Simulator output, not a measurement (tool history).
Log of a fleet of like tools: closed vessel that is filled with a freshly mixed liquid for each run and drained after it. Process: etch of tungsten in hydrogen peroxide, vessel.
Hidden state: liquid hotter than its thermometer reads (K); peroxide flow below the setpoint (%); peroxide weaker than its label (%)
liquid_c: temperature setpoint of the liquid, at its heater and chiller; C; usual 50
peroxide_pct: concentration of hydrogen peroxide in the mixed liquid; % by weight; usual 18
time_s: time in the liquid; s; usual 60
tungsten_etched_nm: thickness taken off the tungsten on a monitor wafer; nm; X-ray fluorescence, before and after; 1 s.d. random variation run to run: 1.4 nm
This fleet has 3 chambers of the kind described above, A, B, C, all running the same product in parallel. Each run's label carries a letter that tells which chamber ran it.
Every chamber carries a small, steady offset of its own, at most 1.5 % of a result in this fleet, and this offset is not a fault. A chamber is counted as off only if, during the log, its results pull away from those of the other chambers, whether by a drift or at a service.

run,day,liquid_c,peroxide_pct,time_s,hours since the thermometer was replaced,hours since the peroxide flow meter was replaced,hours since the drum of peroxide was connected,"read-back film thickness of the tungsten reference wafer, read on the same gauge (nm)",tungsten_etched_nm
1A,0.467,50,18,60,1780,31.5,631.7,39.995,157.21
2C,0.967,50,18,60,298.1,971.5,153.6,40.005,162.34
3B,1.438,50,18,60,387.7,1732.9,880.3,40.067,161.43
4C,1.917,50,18,60,320.9,994.3,176.4,40.007,159.95
5A,2.346,50,18,60,1825.1,76.6,676.8,39.98,160.25
6B,2.712,50,18,60,418.3,1763.5,910.9,40.021,158.93
7B,3,50,18,60,425.2,1770.4,917.8,39.968,156.54
# day 3.071: chamber A: new drum of peroxide connected
8C,3.5,50,18,60,358.9,1032.3,214.4,40.001,164.62
9A,3.767,50,18,60,1859.2,110.7,16.7,40.017,159.03
10C,4.221,59,23.5,60,376.2,1049.6,231.7,40.049,320.07
11A,4.438,59,23.5,60,1875.3,126.8,32.8,39.988,306.72
12B,4.883,59,23.5,60,470.4,1815.6,963,40.019,311.6
13C,5.192,50,18,60,399.5,1072.9,255,39.981,166.69
14A,5.479,50,18,60,1900.3,151.8,57.8,40.002,157.79
15B,5.946,50,23,60,495.9,1841.1,988.5,40.004,182.59
16B,6.342,50,23,60,505.4,1850.6,998,40.047,183.73
17A,6.721,50,23,60,1930.1,181.6,87.6,39.942,175.72
18C,7.079,50,20.5,80,444.8,1118.2,300.3,40.029,246.25
19C,7.425,50,20.5,80,453.1,1126.5,308.6,39.988,243.21
20B,7.858,50,20.5,80,541.8,1887,1034.4,39.943,230.53
21A,8.167,50,18,60,1964.8,216.3,122.3,39.987,158.08
22B,8.454,50,18,60,556.1,1901.3,1048.7,40.034,159.78
23A,8.679,57.5,18,70,1977.1,228.6,134.6,40.01,285.63
24C,9.096,57.5,18,70,493.2,1166.6,348.7,40.009,318.51
25B,9.588,57.5,18,70,583.3,1928.5,1075.9,39.985,296.24
26A,10.062,50,18,30,2010.3,261.8,167.8,40.023,80.001
27C,10.329,50,18,30,522.8,1196.2,378.3,40.009,88.693
28A,10.808,50,18,30,2028.2,279.7,185.7,40.001,78.893

Read the log: is a single chamber off, either drifting away or since a service, is the gauge that measures every chamber drifting, or is nothing wrong beyond small per-chamber offsets? Name any odd chamber and what most likely caused it.

One chamber, C, drifts off from the rest bit by bit.
Cause: liquid hotter than its thermometer reads (K) = 2.09.

Which of the 4 candidates below, each the usual settings with something changed and its results left as question marks, puts chamber C back in line with what the other chambers give on the usual settings?
In line means no further than this from the other chambers' mean on the usual settings: tungsten_etched_nm 4.9 nm
29C-1,11.171,50,23,60,,,,,?
29C-2,11.171,46,17.5,60,,,,,?
29C-3,11.171,50,18.5,75,,,,,?
29C-4,11.171,49.5,18,55,,,,,?

The other chambers' mean on the usual settings: tungsten_etched_nm 158.97 nm
run,tungsten_etched_nm
29C-1,203.93
29C-2,139.9
29C-3,228.7
29C-4,160.61
Change 29C-4 lands the chamber within the allowed miss of the other chambers.
